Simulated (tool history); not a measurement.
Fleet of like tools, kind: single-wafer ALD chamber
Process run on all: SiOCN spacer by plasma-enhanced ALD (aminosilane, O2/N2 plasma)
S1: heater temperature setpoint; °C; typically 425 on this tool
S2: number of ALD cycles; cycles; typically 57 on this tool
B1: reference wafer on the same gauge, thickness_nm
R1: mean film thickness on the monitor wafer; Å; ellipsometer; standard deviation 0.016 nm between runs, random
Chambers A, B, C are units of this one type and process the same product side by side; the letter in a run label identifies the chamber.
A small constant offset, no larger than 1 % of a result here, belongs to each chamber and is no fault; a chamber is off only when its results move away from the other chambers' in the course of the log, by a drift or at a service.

run 1B hour=3 | S1=425 S2=57 | B1=2.8431 | R1=31.748
run 2A hour=9.3 | S1=425 S2=57 | B1=2.8451 | R1=31.54
run 3C hour=15.4 | S1=425 S2=57 | B1=2.8429 | R1=31.715
run 4B hour=18.5 | S1=425 S2=57 | B1=2.843 | R1=31.862
run 5A hour=22.6 | S1=425 S2=57 | B1=2.8397 | R1=31.399
run 6C hour=26.1 | S1=411 S2=63 | B1=2.8401 | R1=36.417
run 7B hour=30 | S1=411 S2=63 | B1=2.8387 | R1=36.952
run 8C hour=32.9 | S1=411 S2=63 | B1=2.8432 | R1=36.486
run 9A hour=37.1 | S1=425 S2=57 | B1=2.8391 | R1=31.484
run 10B hour=42.4 | S1=438 S2=65 | B1=2.8383 | R1=34.929
run 11C hour=47.3 | S1=438 S2=65 | B1=2.841 | R1=34.457
run 12A hour=50.7 | S1=438 S2=65 | B1=2.8367 | R1=34.71
run 13C hour=53.6 | S1=425 S2=57 | B1=2.8394 | R1=31.443
run 14B hour=58.2 | S1=425 S2=57 | B1=2.8382 | R1=32.365
run 15A hour=64.2 | S1=425 S2=57 | B1=2.8374 | R1=31.781
run 16C hour=68.6 | S1=416 S2=62 | B1=2.837 | R1=35.218
run 17B hour=72.1 | S1=416 S2=62 | B1=2.8409 | R1=35.878
run 18A hour=78.1 | S1=416 S2=62 | B1=2.839 | R1=35.184
run 19B hour=82.9 | S1=425 S2=57 | B1=2.8418 | R1=31.896
run 20A hour=88.6 | S1=425 S2=57 | B1=2.8421 | R1=31.48
run 21C hour=94.1 | S1=425 S2=57 | B1=2.841 | R1=31.14
run 22C hour=97.1 | S1=425 S2=57 | B1=2.8429 | R1=31.382
run 23B hour=99.9 | S1=425 S2=57 | B1=2.8425 | R1=32.083
-- hour=105.4 chamber B: thermocouple changed; heater temperature recalibrated
run 24A hour=106.1 | S1=425 S2=57 | B1=2.8369 | R1=31.968
run 25C hour=110.3 | S1=425 S2=57 | B1=2.843 | R1=31.627
run 26B hour=115.1 | S1=425 S2=64 | B1=2.8358 | R1=35.96
run 27A hour=119.2 | S1=425 S2=64 | B1=2.8357 | R1=35.594
run 28B hour=124.2 | S1=425 S2=64 | B1=2.8398 | R1=35.783
run 29C hour=129.1 | S1=425 S2=57 | B1=2.8406 | R1=31.498
run 30A hour=133 | S1=425 S2=57 | B1=2.8368 | R1=31.553
run 31B hour=136.7 | S1=425 S2=57 | B1=2.8397 | R1=31.9
run 32C hour=140.7 | S1=439 S2=57 | B1=2.839 | R1=30.046
run 33A hour=143.9 | S1=439 S2=57 | B1=2.8445 | R1=30.209
run 34A hour=148.5 | S1=439 S2=57 | B1=2.838 | R1=30.181
run 35B hour=153.3 | S1=425 S2=57 | B1=2.8416 | R1=31.969
run 36C hour=159.2 | S1=425 S2=57 | B1=2.8403 | R1=31.626
run 37B hour=164.2 | S1=425 S2=57 | B1=2.837 | R1=31.814
run 38C hour=167.9 | S1=425 S2=57 | B1=2.8375 | R1=31.435
run 39A hour=173.5 | S1=432 S2=57 | B1=2.8406 | R1=30.759
run 40B hour=178.8 | S1=432 S2=57 | B1=2.8399 | R1=31.36
run 41C hour=183.3 | S1=432 S2=57 | B1=2.8418 | R1=30.643
run 42A hour=189.6 | S1=425 S2=57 | B1=2.8408 | R1=31.745
run 43B hour=192.6 | S1=425 S2=57 | B1=2.8395 | R1=31.967

Is one chamber off against the others, does the gauge drift, or is nothing wrong? If a chamber is off, say which, and what the likeliest cause is.

Neither any chamber nor the gauge drifts; the chambers differ only by their own small, steady offsets.

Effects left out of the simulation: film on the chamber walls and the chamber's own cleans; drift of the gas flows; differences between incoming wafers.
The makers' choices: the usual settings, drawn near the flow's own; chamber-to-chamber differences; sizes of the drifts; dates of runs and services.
